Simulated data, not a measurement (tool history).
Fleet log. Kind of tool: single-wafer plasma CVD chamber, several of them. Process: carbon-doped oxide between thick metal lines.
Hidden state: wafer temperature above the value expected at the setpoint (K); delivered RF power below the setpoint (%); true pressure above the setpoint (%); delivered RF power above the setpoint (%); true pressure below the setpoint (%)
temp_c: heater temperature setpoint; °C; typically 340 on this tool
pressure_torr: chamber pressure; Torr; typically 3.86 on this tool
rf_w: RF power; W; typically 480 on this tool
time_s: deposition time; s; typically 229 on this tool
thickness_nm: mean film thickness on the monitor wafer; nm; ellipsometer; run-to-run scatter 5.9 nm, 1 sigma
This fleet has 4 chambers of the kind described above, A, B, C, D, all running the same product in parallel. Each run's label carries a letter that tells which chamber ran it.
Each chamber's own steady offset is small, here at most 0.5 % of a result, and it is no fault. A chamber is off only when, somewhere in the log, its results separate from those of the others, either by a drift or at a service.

| run | hour | temp_c | pressure_torr | rf_w | time_s | hours since the last thermocouple change | hours since the last RF generator calibration | hours since the last manometer calibration | read-back reference wafer on the same gauge, thickness_nm | thickness_nm |
|---|---|---|---|---|---|---|---|---|---|---|
| 1B | 10.8 | 340 | 3.86 | 480 | 229 | 1256.9 | 866.3 | 853.1 | 950.34 | 1110.6 |
| 2D | 19.4 | 340 | 3.86 | 480 | 229 | 852.7 | 513.9 | 548 | 950.77 | 1114.3 |
| 3A | 25.9 | 340 | 3.86 | 480 | 229 | 1629.5 | 809.3 | 1008.6 | 949.35 | 1111.4 |
| 4C | 39.1 | 340 | 3.86 | 480 | 229 | 216.6 | 451 | 680.1 | 950.46 | 1103.8 |
| 5A | 47.1 | 340 | 3.86 | 480 | 229 | 1650.7 | 830.5 | 1029.8 | 949.39 | 1104.9 |
| 6C | 58.3 | 340 | 4.57 | 480 | 203 | 235.8 | 470.2 | 699.3 | 949.99 | 1003.1 |
|  | 66.4 | chamber B: RF generator calibrated |
| 7D | 66.5 | 340 | 4.57 | 480 | 203 | 899.8 | 561 | 595.1 | 950.26 | 1003.4 |
| 8B | 80 | 340 | 4.57 | 480 | 203 | 1326.1 | 13.6 | 922.3 | 949.81 | 1004.1 |
| 9B | 92.4 | 340 | 4.57 | 480 | 203 | 1338.5 | 26 | 934.7 | 950.58 | 1001.4 |
| 10D | 103.1 | 340 | 3.86 | 480 | 229 | 936.4 | 597.6 | 631.7 | 949.29 | 1103.7 |
| 11C | 110.6 | 340 | 3.86 | 480 | 229 | 288.1 | 522.5 | 751.6 | 949.99 | 1103.8 |
| 12A | 119 | 340 | 3.86 | 480 | 229 | 1722.6 | 902.4 | 1101.7 | 948.19 | 1105.8 |
| 13B | 129.2 | 340 | 3.86 | 480 | 229 | 1375.3 | 62.8 | 971.5 | 949.45 | 1107.3 |
| 14D | 142.9 | 340 | 3.86 | 480 | 229 | 976.2 | 637.4 | 671.5 | 950.01 | 1122.6 |
| 15C | 152.9 | 340 | 3.86 | 480 | 229 | 330.4 | 564.8 | 793.9 | 949.39 | 1101.5 |
| 16A | 167.1 | 340 | 3.86 | 480 | 229 | 1770.7 | 950.5 | 1149.8 | 949.89 | 1096.5 |
| 17B | 174.6 | 328 | 3.86 | 400 | 229 | 1420.7 | 108.2 | 1016.9 | 949.79 | 1015.5 |
| 18A | 183.8 | 328 | 3.86 | 400 | 229 | 1787.4 | 967.2 | 1166.5 | 949.8 | 1012.4 |
|  | 190.7 | chamber D: RF generator calibrated |
| 19C | 190.7 | 328 | 3.86 | 400 | 229 | 368.2 | 602.6 | 831.7 | 949.81 | 1002 |
| 20D | 203.8 | 328 | 3.86 | 400 | 229 | 1037.1 | 13.1 | 732.4 | 949.78 | 1021.5 |
| 21B | 216.9 | 340 | 3.86 | 480 | 229 | 1463 | 150.5 | 1059.2 | 949.17 | 1110.7 |
| 22C | 225.8 | 340 | 3.86 | 435 | 254 | 403.3 | 637.7 | 866.8 | 950.97 | 1152.4 |
|  | 234.6 | chamber D: thermocouple changed; heater temperature recalibrated |
| 23D | 236.1 | 340 | 3.86 | 435 | 254 | 1.6 | 45.4 | 764.7 | 950.21 | 1157.1 |
| 24A | 250.8 | 340 | 3.86 | 435 | 254 | 1854.4 | 1034.2 | 1233.5 | 950.34 | 1146 |
| 25C | 263.6 | 340 | 3.86 | 435 | 254 | 441.1 | 675.5 | 904.6 | 951.02 | 1158.5 |
| 26A | 277.6 | 340 | 3.86 | 525 | 204 | 1881.2 | 1061 | 1260.3 | 949.77 | 1046.6 |
|  | 279.7 | chamber B: thermocouple changed; heater temperature recalibrated |
| 27B | 286.4 | 340 | 3.86 | 525 | 204 | 6.8 | 220 | 1128.7 | 950.79 | 1032.3 |
| 28D | 297.2 | 340 | 3.86 | 525 | 204 | 62.7 | 106.5 | 825.8 | 950.24 | 1045.8 |

All 4 chambers run these settings next. Forecast each chamber's results:
| 29A | 308.1 | 340 | 3.86 | 480 | 229 |  |  |  |  | ? |
| 29B | 308.1 | 340 | 3.86 | 480 | 229 |  |  |  |  | ? |
| 29C | 308.1 | 340 | 3.86 | 480 | 229 |  |  |  |  | ? |
| 29D | 308.1 | 340 | 3.86 | 480 | 229 |  |  |  |  | ? |

| run | thickness_nm |
|---|---|
| 29A | 1106.1 |
| 29B | 1110.2 |
| 29C | 1099.4 |
| 29D | 1098.9 |

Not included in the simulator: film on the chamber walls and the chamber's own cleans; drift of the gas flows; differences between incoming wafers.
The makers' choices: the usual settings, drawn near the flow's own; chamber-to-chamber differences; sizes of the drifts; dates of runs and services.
